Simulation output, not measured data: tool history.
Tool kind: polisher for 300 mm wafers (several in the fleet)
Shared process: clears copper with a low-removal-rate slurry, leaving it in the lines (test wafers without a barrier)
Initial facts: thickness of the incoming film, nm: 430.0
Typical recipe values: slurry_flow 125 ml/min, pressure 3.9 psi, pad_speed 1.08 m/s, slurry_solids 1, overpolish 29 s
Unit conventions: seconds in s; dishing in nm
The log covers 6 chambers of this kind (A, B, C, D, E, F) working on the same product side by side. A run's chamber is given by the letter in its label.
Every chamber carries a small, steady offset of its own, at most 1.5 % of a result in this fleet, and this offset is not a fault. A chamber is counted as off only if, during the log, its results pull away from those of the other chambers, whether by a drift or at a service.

run,hour,slurry_flow,pressure,pad_speed,slurry_solids,overpolish,wafers polished on this pad,hours since the slurry nozzle was cleaned,hours since the head pressure was calibrated,hours since the slurry blender was calibrated,seconds,dishing
1F,4.1,125,3.9,1.08,1,29,76,415.1,85.7,241.2,87.193,53.719
# hour 4.7: chamber B: worn pad replaced by a new one
2B,8.8,125,3.9,1.08,1,29,47,417.6,15.4,257,84.554,53.986
# hour 12: chamber F: slurry blender recalibrated
3A,13.2,125,3.9,1.08,1,29,993,128.6,133.2,16.7,87.474,54.231
4E,17.2,125,3.9,1.08,1,29,251,141,128.5,440.2,84.545,53.298
5C,21.8,125,3.9,1.08,1,29,357,197.1,48.3,34.7,87.002,55.783
6D,25.5,125,3.9,1.08,1,29,327,169.9,802.5,62,86.2,55.589
7D,29.5,125,3.9,1.08,1,29,373,173.9,806.5,66,86.457,52.765
# hour 29.9: chamber A: worn pad replaced by a new one
8A,32.4,125,3.9,1.08,1,29,28,147.8,152.4,35.9,84.738,53.711
9F,35.9,125,3.9,1.08,1,29,439,446.9,117.5,23.9,87.378,53.257
# hour 40.5: chamber E: slurry blender recalibrated
10C,41.4,125,3.9,1.08,1,29,581,216.7,67.9,54.3,85.611,52.653
11B,47.4,125,3.9,1.08,1,29,487,456.2,54,295.6,87.023,53.572
12E,52.2,125,3.9,1.08,1,29,650,176,163.5,11.8,83.726,53.418
# hour 56.1: chamber B: slurry nozzle cleaned
13F,56.6,125,3.9,1.08,1,29,675,467.6,138.2,44.6,85.465,54.488
14D,60.8,125,3.9,1.08,1,29,730,205.2,837.8,97.3,86.129,55.505
# hour 61.6: chamber B: worn pad replaced by a new one
15B,66,125,3.9,1.08,1,29,50,9.9,72.6,314.2,85.709,52.733
16C,70.2,125,3.9,1.08,1,29,910,245.5,96.7,83.1,85.636,53.854
17E,73.4,125,3.9,1.08,1,29,893,197.2,184.7,33,83.434,55.007
# hour 77.3: chamber D: slurry blender recalibrated
18A,78.1,100,3.9,1.08,1,19,550,193.5,198.1,81.6,89.181,41.983
19F,81.7,100,3.9,1.08,1,19,962,492.7,163.3,69.7,90.467,44.106
20B,86.6,100,3.9,1.08,1,19,285,30.5,93.2,334.8,87.426,43.307
21A,90.6,100,3.9,1.08,1,19,693,206,210.6,94.1,89.262,44.019
# hour 92.1: chamber C: worn pad replaced by a new one
22E,94.8,100,3.9,1.08,1,19,1137,218.6,206.1,54.4,89.556,42.863
23C,98,100,3.9,1.08,1,19,68,273.3,124.5,110.9,91.506,41.51
24D,102.5,125,3.9,1.08,1,29,1206,246.9,879.5,25.3,87.823,54.176
# hour 103.9: chamber C: slurry blender recalibrated
# hour 106.6: chamber E: worn pad replaced by a new one
25E,107.7,125,3.9,1.08,1,29,13,231.5,219,67.3,83.518,52.827
26A,111.7,125,3.9,1.08,1,29,934,227.1,231.7,115.2,86.299,53.236
# hour 113.6: chamber D: worn pad replaced by a new one
27B,114.6,125,3.9,1.08,1,29,605,58.5,121.2,362.8,84.869,54.706
# hour 119: chamber F: worn pad replaced by a new one
28D,119.6,125,3.9,1.08,1,29,69,264,896.6,42.4,85.716,52.706
# hour 123.4: chamber B: worn pad replaced by a new one
29F,124.4,125,3.9,1.08,1,29,61,535.4,206,112.4,86.899,52.965
30C,129.9,125,3.9,1.08,1,29,432,305.2,156.4,26,85.15,53.374
# hour 131.2: chamber A: worn pad replaced by a new one
31F,134.9,125,3.9,1.08,1,29,181,545.9,216.5,122.9,86.651,56.261
32C,138.6,125,3.9,1.08,1,29,532,313.9,165.1,34.7,86.238,52.235
33A,143.3,125,3.9,1.08,1,29,139,258.7,263.3,146.8,84.916,56.229
34E,148.5,125,3.9,1.08,1,29,479,272.3,259.8,108.1,83.092,55.87
35D,154.4,125,3.9,1.08,1,29,466,298.8,931.4,77.2,87.153,54.224
# hour 158.7: chamber B: slurry blender recalibrated
36B,159.1,125,3.9,1.08,1,29,408,103,165.7,0.5,87.76,54.97
# hour 159.4: chamber C: slurry nozzle cleaned
37D,162,125,3.9,1.08,1,29,553,306.4,939,84.8,84.886,53.574
38B,168,125,3.9,1.08,1,29,510,111.9,174.6,9.4,85.964,54.498
39C,171.7,125,3.9,1.08,1,29,910,12.4,198.2,67.8,84.347,55.671
40E,177.3,125,3.9,0.88,1,29,807,301.1,288.6,136.9,104.91,51.353

Is one chamber out of step, is the gauge drifting, or do the chambers differ by no more than their own small offsets? For an off chamber, give its letter and the likeliest cause.

Neither any chamber nor the gauge drifts; the chambers differ only by their own small, steady offsets.
